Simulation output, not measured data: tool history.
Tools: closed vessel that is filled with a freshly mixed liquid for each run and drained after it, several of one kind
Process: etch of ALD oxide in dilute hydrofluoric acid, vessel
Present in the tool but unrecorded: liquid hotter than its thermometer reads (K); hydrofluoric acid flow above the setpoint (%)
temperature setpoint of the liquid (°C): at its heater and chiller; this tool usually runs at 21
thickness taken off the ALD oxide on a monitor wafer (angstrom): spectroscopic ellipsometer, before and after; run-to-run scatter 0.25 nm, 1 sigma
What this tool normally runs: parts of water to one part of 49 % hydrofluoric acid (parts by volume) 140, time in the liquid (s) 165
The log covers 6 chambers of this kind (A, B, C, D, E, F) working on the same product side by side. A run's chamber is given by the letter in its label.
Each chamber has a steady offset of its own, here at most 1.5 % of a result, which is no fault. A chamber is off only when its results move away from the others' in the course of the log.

run	hour	temperature setpoint of the liquid (°C)	parts of water to one part of 49 % hydrofluoric acid (parts by volume)	time in the liquid (s)	hours since the thermometer was replaced	hours since the hydrofluoric acid flow meter was replaced	read-back film thickness of the ALD oxide reference wafer, read on the same gauge (nm)	thickness taken off the ALD oxide on a monitor wafer (angstrom)
1A	2.4	21	140	165	663.2	1258.5	49.999	319.99
2F	6.4	21	140	165	69	104.8	50.006	318.37
3E	10.9	21	140	165	1978.5	1466.8	50.023	319.22
4C	14.2	21	140	165	274.5	1049.9	49.998	329.75
5B	16.9	21	140	165	2283.8	1293.7	49.978	325.14
6D	20.3	21	140	165	732.1	502	50.027	331.49
7E	23.7	21	140	165	1991.3	1479.6	49.984	323.27
8D	27.5	21	140	165	739.3	509.2	50.005	324.31
9F	31.6	21	140	165	94.2	130	49.966	325.89
10C	36.2	21	140	165	296.5	1071.9	50.004	332.87
11B	40.3	21	140	165	2307.2	1317.1	49.997	325.87
12A	44.8	21	140	165	705.6	1300.9	49.984	328.24
13E	47.8	21	140	165	2015.4	1503.7	49.972	322.71
14A	50.3	21	140	165	711.1	1306.4	50.017	328.41
15D	54.5	21	140	165	766.3	536.2	50.007	329.14
16B	57.4	21	140	165	2324.3	1334.2	50.007	321.59
17C	61.8	21	140	165	322.1	1097.5	49.989	341.89
18F	65.3	21	115	165	127.9	163.7	50.006	399.31
19B	68.8	21	115	165	2335.7	1345.6	50.035	404.26
20C	73.1	21	115	165	333.4	1108.8	49.996	428.87
21F	76.9	21	115	165	139.5	175.3	49.979	403.73
22E	80.6	21	115	165	2048.2	1536.5	50.008	408.42
23A	83	21	115	165	743.8	1339.1	49.954	408.19
24D	86.6	21	140	165	798.4	568.3	50.021	327.68
25D	88.7	21	140	165	800.5	570.4	49.982	331.32
26B	90.8	21	140	165	2357.7	1367.6	49.997	326.06
27A	93.5	21	140	165	754.3	1349.6	49.993	322.87
28E	95.8	26	140	70	2063.4	1551.7	50.011	167.02
29C	100.2	26	140	70	360.5	1135.9	49.992	179.83
30F	103.2	26	140	70	165.8	201.6	50.017	166.58
31D	106.8	26	140	70	818.6	588.5	50.028	169.08
32E	110.5	26	140	70	2078.1	1566.4	49.985	165.65
33F	115.1	26	140	70	177.7	213.5	50.024	163.94
34A	118.7	21	140	165	779.5	1374.8	49.968	322.38
35C	120.9	21	170	165	381.2	1156.6	49.989	282.84
36B	123.4	21	170	165	2390.3	1400.2	50.01	260.4
37F	126.4	21	170	165	189	224.8	50.006	255.72
38C	130.9	21	170	165	391.2	1166.6	49.984	285.35
39D	134.2	21	170	165	846	615.9	49.995	263.02
40E	136.3	21	170	165	2103.9	1592.2	50.04	257.75
41B	140	21	140	165	2406.9	1416.8	50.001	324.36

Has any chamber moved away from the others, gradually or after a service, or does the common gauge drift, or do the chambers differ only by their own small steady offsets? State the chamber and the most likely cause if one applies.

It is chamber C that slowly wanders off from its peers.
Cause: liquid hotter than its thermometer reads (K) = 2.3.
It could be hard to tell apart here from: hydrofluoric acid flow above the setpoint (%).

Chamber C could run next with any of the 4 candidate recipes listed below; each alters the usual settings, and their results appear as question marks. Which one brings its results back in line with what the other chambers deliver on the usual settings?
To be in line, a result may differ from the other chambers' mean on the usual settings by at most: thickness taken off the ALD oxide on a monitor wafer (angstrom) 8.6
42C-1	143.3	21	140	185				?
42C-2	143.3	19.5	140	165				?
42C-3	143.3	21	140	175				?
42C-4	143.3	21	145	155				?

What the other chambers average on the usual settings: thickness taken off the ALD oxide on a monitor wafer (angstrom) 325.24
run	thickness taken off the ALD oxide on a monitor wafer (angstrom)
42C-1	403.86
42C-2	339.29
42C-3	382.03
42C-4	324.78
Change 42C-4 lands the chamber within the allowed miss of the other chambers.
